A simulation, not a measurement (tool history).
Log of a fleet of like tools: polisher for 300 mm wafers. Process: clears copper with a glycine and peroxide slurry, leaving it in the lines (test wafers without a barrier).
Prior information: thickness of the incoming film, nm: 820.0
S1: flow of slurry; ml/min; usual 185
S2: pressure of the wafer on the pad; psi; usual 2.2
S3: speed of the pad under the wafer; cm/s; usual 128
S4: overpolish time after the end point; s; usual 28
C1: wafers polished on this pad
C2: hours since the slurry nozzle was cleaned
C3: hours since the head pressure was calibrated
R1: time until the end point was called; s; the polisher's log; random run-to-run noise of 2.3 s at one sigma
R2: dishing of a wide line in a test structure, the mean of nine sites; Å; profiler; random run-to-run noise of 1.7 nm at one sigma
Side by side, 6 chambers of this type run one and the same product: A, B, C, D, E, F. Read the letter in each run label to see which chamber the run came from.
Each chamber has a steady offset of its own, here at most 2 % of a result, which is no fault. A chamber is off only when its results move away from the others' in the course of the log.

| run | hour | S1 | S2 | S3 | S4 | C1 | C2 | C3 | R1 | R2 |
|---|---|---|---|---|---|---|---|---|---|---|
|  | 5.2 | chamber E: worn pad replaced by a new one |
| 1B | 9 | 185 | 2.2 | 128 | 28 | 204 | 76.8 | 205.4 | 165.36 | 737.23 |
| 2E | 22.8 | 185 | 2.2 | 128 | 28 | 128 | 234.9 | 266.2 | 164.58 | 708.26 |
| 3A | 29 | 185 | 2.2 | 128 | 28 | 267 | 585.4 | 54.6 | 160.45 | 699.24 |
| 4F | 42.1 | 185 | 2.2 | 128 | 28 | 627 | 561.2 | 896.4 | 161.26 | 730.44 |
| 5C | 50 | 185 | 2.2 | 128 | 28 | 1330 | 194.5 | 141.9 | 158.57 | 714.06 |
|  | 50.4 | chamber C: worn pad replaced by a new one |
| 6D | 62 | 185 | 2.2 | 128 | 28 | 461 | 82.7 | 357.3 | 157.88 | 674.63 |
| 7D | 73.8 | 185 | 2.2 | 128 | 28 | 547 | 94.5 | 369.1 | 162.29 | 711.83 |
| 8A | 80.9 | 185 | 2.2 | 128 | 28 | 645 | 637.3 | 106.5 | 159.01 | 746.25 |
| 9B | 88.8 | 185 | 2.2 | 128 | 28 | 785 | 156.6 | 285.2 | 167.03 | 707.49 |
| 10F | 97.6 | 185 | 2.2 | 128 | 28 | 1031 | 616.7 | 951.9 | 160.96 | 712.32 |
| 11C | 110.2 | 185 | 2.2 | 128 | 28 | 435 | 254.7 | 202.1 | 165.97 | 718.46 |
|  | 115.4 | chamber F: worn pad replaced by a new one |
| 12E | 120.2 | 185 | 2.2 | 128 | 28 | 837 | 332.3 | 363.6 | 162.51 | 740.75 |
|  | 123.7 | chamber A: slurry nozzle cleaned |
|  | 125.2 | chamber A: worn pad replaced by a new one |
| 13C | 132.2 | 185 | 2.2 | 128 | 28 | 595 | 276.7 | 224.1 | 160.67 | 721.94 |
| 14B | 143.1 | 185 | 2.2 | 128 | 28 | 1180 | 210.9 | 339.5 | 169.48 | 684.4 |
| 15E | 151.1 | 185 | 2.2 | 128 | 28 | 1061 | 363.2 | 394.5 | 162.13 | 733.57 |
|  | 153.5 | chamber F: slurry nozzle cleaned |
| 16A | 157.5 | 185 | 2.2 | 128 | 28 | 235 | 33.8 | 183.1 | 166.22 | 704.48 |
|  | 159.7 | chamber D: worn pad replaced by a new one |
| 17D | 164.5 | 185 | 2.2 | 112 | 40 | 35 | 185.2 | 459.8 | 183.66 | 852 |
|  | 174.6 | chamber E: worn pad replaced by a new one |
| 18F | 176 | 185 | 2.2 | 112 | 40 | 441 | 22.5 | 1030.3 | 176.61 | 827.51 |
| 19C | 187.9 | 185 | 2.2 | 112 | 40 | 1001 | 332.4 | 279.8 | 182.05 | 825.47 |
| 20A | 199.6 | 185 | 2.2 | 112 | 40 | 541 | 75.9 | 225.2 | 185.81 | 775.32 |
| 21E | 213.5 | 185 | 2.2 | 112 | 40 | 283 | 425.6 | 456.9 | 184.11 | 820.26 |
| 22B | 222.7 | 185 | 2.2 | 112 | 40 | 1760 | 290.5 | 419.1 | 193.98 | 796.16 |
| 23D | 229.6 | 185 | 2.2 | 128 | 28 | 508 | 250.3 | 524.9 | 161.51 | 729.43 |
| 24F | 241.4 | 185 | 2.2 | 128 | 28 | 917 | 87.9 | 1095.7 | 162.25 | 710.09 |
|  | 243.1 | chamber A: worn pad replaced by a new one |
| 25F | 247.9 | 185 | 2.2 | 128 | 28 | 964 | 94.4 | 1102.2 | 160.8 | 689.35 |
|  | 256.4 | chamber C: worn pad replaced by a new one |
| 26A | 257.2 | 185 | 1.8 | 128 | 22 | 103 | 133.5 | 282.8 | 192.99 | 530.09 |
| 27B | 264.8 | 185 | 1.8 | 128 | 22 | 2066 | 332.6 | 461.2 | 206.7 | 521.82 |
| 28E | 275.6 | 185 | 1.8 | 128 | 22 | 735 | 487.7 | 519 | 192.91 | 535.3 |
| 29D | 288.2 | 185 | 1.8 | 128 | 22 | 935 | 308.9 | 583.5 | 186.42 | 528.64 |
|  | 294.1 | chamber B: slurry nozzle cleaned |
| 30C | 298.3 | 185 | 1.8 | 128 | 22 | 305 | 442.8 | 390.2 | 186.64 | 535.58 |
| 31A | 305.5 | 185 | 1.8 | 128 | 22 | 454 | 181.8 | 331.1 | 195.22 | 544.31 |
|  | 309.8 | chamber F: worn pad replaced by a new one |
| 32C | 316.8 | 185 | 2.2 | 128 | 28 | 439 | 461.3 | 408.7 | 163.16 | 739.27 |
|  | 319.1 | chamber C: slurry nozzle cleaned |
| 33F | 328 | 185 | 2.2 | 128 | 28 | 132 | 174.5 | 1182.3 | 156.18 | 717.82 |
| 34E | 339.8 | 185 | 2.2 | 128 | 28 | 1202 | 551.9 | 583.2 | 162.79 | 683.47 |
|  | 343.6 | chamber E: worn pad replaced by a new one |
| 35D | 348.4 | 185 | 2.2 | 128 | 28 | 1373 | 369.1 | 643.7 | 163.7 | 722.9 |
|  | 349 | chamber D: worn pad replaced by a new one |
|  | 350.2 | chamber A: worn pad replaced by a new one |
| 36B | 357.4 | 185 | 2.2 | 128 | 28 | 2740 | 63.3 | 553.8 | 175.69 | 687.96 |
| 37B | 366.2 | 185 | 2.2 | 128 | 28 | 2804 | 72.1 | 562.6 | 181.53 | 663.41 |
| 38C | 377.4 | 185 | 2.2 | 128 | 28 | 880 | 58.4 | 469.3 | 164.55 | 716.05 |
|  | 378.9 | chamber A: head pressure recalibrated |
| 39E | 386.3 | 185 | 2.2 | 128 | 28 | 311 | 598.4 | 629.7 | 161.91 | 707.58 |
| 40F | 392.3 | 185 | 2.2 | 88 | 36 | 600 | 238.8 | 1246.6 | 224.72 | 702.55 |
| 41A | 402.2 | 185 | 2.2 | 88 | 36 | 378 | 278.5 | 23.3 | 220.56 | 728.03 |
| 42D | 410.5 | 185 | 2.2 | 88 | 36 | 447 | 431.2 | 705.8 | 224.82 | 702.6 |

Decide between three cases: one chamber stands off from its peers, the gauge reading all wafers drifts, or nothing is wrong past each chamber's small offset. Where a chamber is off, say which and what most likely put it there.

Chamber B drifts away from the others.
Most likely cause: removal rate lost through wear of the pad, % = 9.92.
The log may not separate it from: head's pressure below its setpoint, %.

Below are 4 candidate recipes for chamber B's next run, each the usual settings with a change, their results shown as question marks. Which of them brings B's results back in line with what the other chambers give on the usual settings?
In-line tolerance around the mean of the other chambers on the usual settings: R1 8.2 s; R2 60 Å
| 43B-1 | 420.5 | 185 | 2.4 | 136 | 27 |  |  |  | ? | ? |
| 43B-2 | 420.5 | 185 | 2.2 | 126 | 28 |  |  |  | ? | ? |
| 43B-3 | 420.5 | 185 | 2.2 | 130 | 28 |  |  |  | ? | ? |
| 43B-4 | 420.5 | 185 | 2 | 120 | 29 |  |  |  | ? | ? |

The other chambers' mean on the usual settings: R1 162.2 s; R2 718.78 Å
| run | R1 | R2 |
|---|---|---|
| 43B-1 | 160.61 | 713.38 |
| 43B-2 | 184.25 | 665.38 |
| 43B-3 | 179.5 | 675.24 |
| 43B-4 | 207.27 | 625.55 |
Change 43B-1 lands the chamber within the allowed miss of the other chambers.
